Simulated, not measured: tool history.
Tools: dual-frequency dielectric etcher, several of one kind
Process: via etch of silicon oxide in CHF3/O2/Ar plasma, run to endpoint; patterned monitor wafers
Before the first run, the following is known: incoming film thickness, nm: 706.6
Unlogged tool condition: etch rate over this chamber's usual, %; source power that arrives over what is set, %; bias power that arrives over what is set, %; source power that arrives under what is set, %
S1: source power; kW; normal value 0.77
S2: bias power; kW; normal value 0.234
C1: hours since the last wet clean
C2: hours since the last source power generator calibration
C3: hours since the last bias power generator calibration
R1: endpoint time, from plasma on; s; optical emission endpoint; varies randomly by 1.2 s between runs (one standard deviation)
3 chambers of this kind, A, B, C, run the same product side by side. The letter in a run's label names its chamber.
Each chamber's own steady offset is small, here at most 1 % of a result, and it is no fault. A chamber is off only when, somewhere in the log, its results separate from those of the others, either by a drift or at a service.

run   hour    S1     S2     C1      C2      C3      R1
 1C    4.2  0.77  0.234  236.2  4320.7  2689.2  298.46
 2A      9  0.77  0.234   18.1  1678.9     240  297.33
 3B   12.4  0.77  0.234  179.4  3042.2    1386   301.4
 4C   16.1  0.77  0.234  248.1  4332.6  2701.1  296.35
 5A   18.4  0.77  0.234   27.5  1688.3   249.4  296.72
 6B   23.2  0.94  0.234  190.2    3053  1396.8  275.05
 7C   25.5  0.94  0.234  257.5    4342  2710.5  274.95
 8B   28.6  0.94  0.234  195.6  3058.4  1402.2  276.67
 9A   31.2  0.87  0.198   40.3  1701.1   262.2  302.48
10C   34.4  0.87  0.198  266.4  4350.9  2719.4  300.31
11B   38.4  0.87  0.198  205.4  3068.2    1412  300.03
12A   43.2  0.77  0.234   52.3  1713.1   274.2  296.68
13C   47.7  0.77  0.234  279.7  4364.2  2732.7  295.77
14A   50.1  0.77  0.234   59.2    1720   281.1   298.5
15B   54.4  0.77  0.234  221.4  3084.2    1428  300.74
16A   57.3  0.77  0.234   66.4  1727.2   288.3  297.32
17C     62  0.77  0.234    294  4378.5    2747  297.12
18B   64.7  0.77  0.234  231.7  3094.5  1438.3  301.14
19B   67.1  0.77  0.234  234.1  3096.9  1440.7  301.85
20A   72.1  0.77  0.234   81.2    1742   303.1  296.77
21C   74.5  0.77  0.234  306.5    4391  2759.5  296.68
22C   78.5  0.77  0.234  310.5    4395  2763.5  296.87
23B   81.9  0.77  0.234  248.9  3111.7  1455.5  298.85
24A   86.3  0.77  0.234   95.4  1756.2   317.3  298.43
25A   90.6  0.77  0.256   99.7  1760.5   321.6  288.01
26B   94.6  0.77  0.256  261.6  3124.4  1468.2  290.98
27C   99.5  0.77  0.256  331.5    4416  2784.5  285.56
28B    103  0.77  0.234    270  3132.8  1476.6  299.24
29A  106.7  0.61  0.192  115.8  1776.6   337.7  347.22
30C  109.6  0.61  0.192  341.6  4426.1  2794.6  346.57
     110.1  -- chamber C: source power generator calibrated
31C  114.3  0.61  0.192  346.3     4.2  2799.3  350.47
32A    119  0.77  0.234  128.1  1788.9     350  296.36
33B  123.2  0.77  0.234  290.2    3153  1496.8  300.15
34A  126.4  0.67  0.234  135.5  1796.3   357.4  312.47
35B  128.6  0.67  0.234  295.6  3158.4  1502.2  315.27
36C  132.5  0.67  0.234  364.5    22.4  2817.5  311.37
37C  137.5  0.77  0.234  369.5    27.4  2822.5  297.58
38B  140.8  0.77  0.234  307.8  3170.6  1514.4  298.59
39A  143.2  0.77  0.234  152.3  1813.1   374.2  296.95
40A  145.8  0.77  0.234  154.9  1815.7   376.8  298.44
41B  150.6  0.77  0.234  317.6  3180.4  1524.2  299.67
42C  154.5  0.77  0.234  386.5    44.4  2839.5  296.53
43B  156.9  0.77  0.234  323.9  3186.7  1530.5  300.66
44A  159.4  0.77  0.234  168.5  1829.3   390.4  297.39

The same settings go to every chamber for the next run, one line per chamber below. Forecast the results for each:
45A   163  0.77  0.234               ?
45B   163  0.77  0.234               ?
45C   163  0.77  0.234               ?

run      R1
45A  298.25
45B  299.09
45C  298.54
